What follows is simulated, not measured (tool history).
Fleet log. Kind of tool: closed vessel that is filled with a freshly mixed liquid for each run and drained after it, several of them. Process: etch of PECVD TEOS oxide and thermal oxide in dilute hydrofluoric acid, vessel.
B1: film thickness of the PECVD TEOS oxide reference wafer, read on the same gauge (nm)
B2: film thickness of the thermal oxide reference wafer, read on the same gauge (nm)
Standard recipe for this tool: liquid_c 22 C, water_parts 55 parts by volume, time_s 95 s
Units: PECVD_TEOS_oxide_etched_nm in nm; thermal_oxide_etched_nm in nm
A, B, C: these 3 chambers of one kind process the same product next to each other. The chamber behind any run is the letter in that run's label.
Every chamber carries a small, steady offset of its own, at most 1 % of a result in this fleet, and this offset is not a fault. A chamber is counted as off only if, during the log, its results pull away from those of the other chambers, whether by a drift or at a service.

Run 1C, hour 14.1: usual settings; B1 120.02; B2 40.023. Result: PECVD_TEOS_oxide_etched_nm 26.576 nm, thermal_oxide_etched_nm 7.6032 nm.
Run 2B, hour 27.8: usual settings; B1 120.01; B2 40.047. Result: PECVD_TEOS_oxide_etched_nm 26.237 nm, thermal_oxide_etched_nm 7.514 nm.
Run 3A, hour 42.6: usual settings; B1 120; B2 40.059. Result: PECVD_TEOS_oxide_etched_nm 26.509 nm, thermal_oxide_etched_nm 7.5327 nm.
Run 4B, hour 50.5: usual settings; B1 119.98; B2 40.001. Result: PECVD_TEOS_oxide_etched_nm 26.7 nm, thermal_oxide_etched_nm 7.4953 nm.
Run 5A, hour 64.7: usual settings; B1 119.99; B2 40.002. Result: PECVD_TEOS_oxide_etched_nm 26.116 nm, thermal_oxide_etched_nm 7.4657 nm.
At hour 76.9: chamber A: hydrofluoric acid flow meter replaced.
Run 6C, hour 78.7: usual settings; B1 120.01; B2 39.988. Result: PECVD_TEOS_oxide_etched_nm 26.18 nm, thermal_oxide_etched_nm 7.3393 nm.
Run 7C, hour 85.9: usual settings; B1 120; B2 40.016. Result: PECVD_TEOS_oxide_etched_nm 26.519 nm, thermal_oxide_etched_nm 7.443 nm.
Run 8B, hour 98.3: usual settings; B1 120.01; B2 40.066. Result: PECVD_TEOS_oxide_etched_nm 26.141 nm, thermal_oxide_etched_nm 7.4742 nm.
Run 9A, hour 105.1: usual settings; B1 119.98; B2 39.942. Result: PECVD_TEOS_oxide_etched_nm 26.275 nm, thermal_oxide_etched_nm 7.3018 nm.
Run 10A, hour 112.4: usual settings; B1 119.98; B2 40.024. Result: PECVD_TEOS_oxide_etched_nm 25.985 nm, thermal_oxide_etched_nm 7.4881 nm.
Run 11B, hour 127.1: usual settings; B1 120; B2 39.959. Result: PECVD_TEOS_oxide_etched_nm 26.138 nm, thermal_oxide_etched_nm 7.4932 nm.
At hour 133.3: chamber A: thermometer replaced.
Run 12C, hour 133.8: usual settings; B1 120; B2 39.999. Result: PECVD_TEOS_oxide_etched_nm 26.353 nm, thermal_oxide_etched_nm 7.4902 nm.
Run 13B, hour 144.3: usual settings but water_parts 35 parts by volume; B1 120.01; B2 40.021. Result: PECVD_TEOS_oxide_etched_nm 42.914 nm, thermal_oxide_etched_nm 12.047 nm.
At hour 147.8: chamber B: hydrofluoric acid flow meter replaced.
At hour 152.9: chamber C: hydrofluoric acid flow meter replaced.
Run 14C, hour 158.3: usual settings but water_parts 35 parts by volume; B1 120.04; B2 39.99. Result: PECVD_TEOS_oxide_etched_nm 43.01 nm, thermal_oxide_etched_nm 12.092 nm.
Run 15A, hour 167.9: usual settings but water_parts 35 parts by volume; B1 120.02; B2 39.998. Result: PECVD_TEOS_oxide_etched_nm 42.441 nm, thermal_oxide_etched_nm 11.927 nm.
Run 16C, hour 177: usual settings; B1 120.01; B2 39.983. Result: PECVD_TEOS_oxide_etched_nm 26.402 nm, thermal_oxide_etched_nm 7.5379 nm.
Run 17B, hour 186.8: usual settings; B1 120.04; B2 40.005. Result: PECVD_TEOS_oxide_etched_nm 26.578 nm, thermal_oxide_etched_nm 7.5131 nm.
Run 18A, hour 197.1: usual settings; B1 120; B2 40.044. Result: PECVD_TEOS_oxide_etched_nm 26.887 nm, thermal_oxide_etched_nm 7.4981 nm.
Run 19C, hour 206.4: usual settings; B1 120; B2 40.003. Result: PECVD_TEOS_oxide_etched_nm 26.361 nm, thermal_oxide_etched_nm 7.3696 nm.
Run 20A, hour 216.8: usual settings; B1 120.01; B2 39.951. Result: PECVD_TEOS_oxide_etched_nm 26.705 nm, thermal_oxide_etched_nm 7.418 nm.
Run 21B, hour 228.5: usual settings; B1 120; B2 39.97. Result: PECVD_TEOS_oxide_etched_nm 26.366 nm, thermal_oxide_etched_nm 7.464 nm.
Run 22A, hour 238.2: usual settings but liquid_c 24.5 C, time_s 110 s; B1 120.01; B2 40.006. Result: PECVD_TEOS_oxide_etched_nm 34.408 nm, thermal_oxide_etched_nm 9.3997 nm.
Run 23B, hour 251.6: usual settings but liquid_c 24.5 C, time_s 110 s; B1 120.01; B2 40.054. Result: PECVD_TEOS_oxide_etched_nm 33.943 nm, thermal_oxide_etched_nm 9.665 nm.
Run 24C, hour 260.3: usual settings but liquid_c 24.5 C, time_s 110 s; B1 120; B2 39.995. Result: PECVD_TEOS_oxide_etched_nm 33.588 nm, thermal_oxide_etched_nm 9.6041 nm.
Run 25B, hour 270.8: usual settings; B1 120.01; B2 40.02. Result: PECVD_TEOS_oxide_etched_nm 26.548 nm, thermal_oxide_etched_nm 7.4092 nm.
Run 26A, hour 284.7: usual settings; B1 120; B2 39.997. Result: PECVD_TEOS_oxide_etched_nm 26.663 nm, thermal_oxide_etched_nm 7.4208 nm.
Run 27C, hour 291.4: usual settings; B1 119.99; B2 39.987. Result: PECVD_TEOS_oxide_etched_nm 26.179 nm, thermal_oxide_etched_nm 7.5232 nm.
Run 28C, hour 299.6: usual settings; B1 120.03; B2 40.01. Result: PECVD_TEOS_oxide_etched_nm 26.145 nm, thermal_oxide_etched_nm 7.5477 nm.
Run 29A, hour 306.2: usual settings; B1 119.98; B2 39.956. Result: PECVD_TEOS_oxide_etched_nm 26.632 nm, thermal_oxide_etched_nm 7.2948 nm.
Run 30B, hour 318.1: usual settings; B1 119.97; B2 40.051. Result: PECVD_TEOS_oxide_etched_nm 26.775 nm, thermal_oxide_etched_nm 7.3896 nm.
Run 31C, hour 326.2: usual settings; B1 119.99; B2 40.042. Result: PECVD_TEOS_oxide_etched_nm 26.491 nm, thermal_oxide_etched_nm 7.4811 nm.
Run 32A, hour 336.1: usual settings; B1 120.01; B2 40.025. Result: PECVD_TEOS_oxide_etched_nm 26.554 nm, thermal_oxide_etched_nm 7.5584 nm.
Run 33B, hour 346.2: usual settings; B1 119.98; B2 40.062. Result: PECVD_TEOS_oxide_etched_nm 26.17 nm, thermal_oxide_etched_nm 7.4194 nm.
Run 34B, hour 360: usual settings; B1 120; B2 39.988. Result: PECVD_TEOS_oxide_etched_nm 26.862 nm, thermal_oxide_etched_nm 7.4201 nm.
Run 35C, hour 366.6: usual settings; B1 120.03; B2 39.993. Result: PECVD_TEOS_oxide_etched_nm 26.532 nm, thermal_oxide_etched_nm 7.464 nm.
Run 36A, hour 378: usual settings; B1 119.98; B2 40.019. Result: PECVD_TEOS_oxide_etched_nm 26.376 nm, thermal_oxide_etched_nm 7.5161 nm.
Run 37A, hour 392.1: usual settings but water_parts 75 parts by volume; B1 120.03; B2 39.922. Result: PECVD_TEOS_oxide_etched_nm 18.9 nm, thermal_oxide_etched_nm 5.3734 nm.
Run 38C, hour 400.8: usual settings but water_parts 75 parts by volume; B1 119.99; B2 39.986. Result: PECVD_TEOS_oxide_etched_nm 19.081 nm, thermal_oxide_etched_nm 5.3697 nm.
Run 39B, hour 410: usual settings but water_parts 75 parts by volume; B1 120.02; B2 39.978. Result: PECVD_TEOS_oxide_etched_nm 19.189 nm, thermal_oxide_etched_nm 5.3394 nm.
Run 40A, hour 417.1: usual settings; B1 120; B2 39.981. Result: PECVD_TEOS_oxide_etched_nm 26.254 nm, thermal_oxide_etched_nm 7.4854 nm.
Run 41B, hour 430: usual settings; B1 120; B2 40.028. Result: PECVD_TEOS_oxide_etched_nm 26.888 nm, thermal_oxide_etched_nm 7.5749 nm.
Run 42C, hour 441.8: usual settings; B1 119.99; B2 40.005. Result: PECVD_TEOS_oxide_etched_nm 26.794 nm, thermal_oxide_etched_nm 7.4427 nm.

The same settings go to every chamber for the next run, one line per chamber below. Forecast the results for each:
Run 43A, hour 452.4: usual settings but time_s 125 s. Result: PECVD_TEOS_oxide_etched_nm ?, thermal_oxide_etched_nm ?.
Run 43B, hour 452.4: usual settings but time_s 125 s. Result: PECVD_TEOS_oxide_etched_nm ?, thermal_oxide_etched_nm ?.
Run 43C, hour 452.4: usual settings but time_s 125 s. Result: PECVD_TEOS_oxide_etched_nm ?, thermal_oxide_etched_nm ?.

run  PECVD_TEOS_oxide_etched_nm  thermal_oxide_etched_nm
43A                      34.913                   9.7347
43B                      35.266                   9.7844
43C                      34.037                   10.049
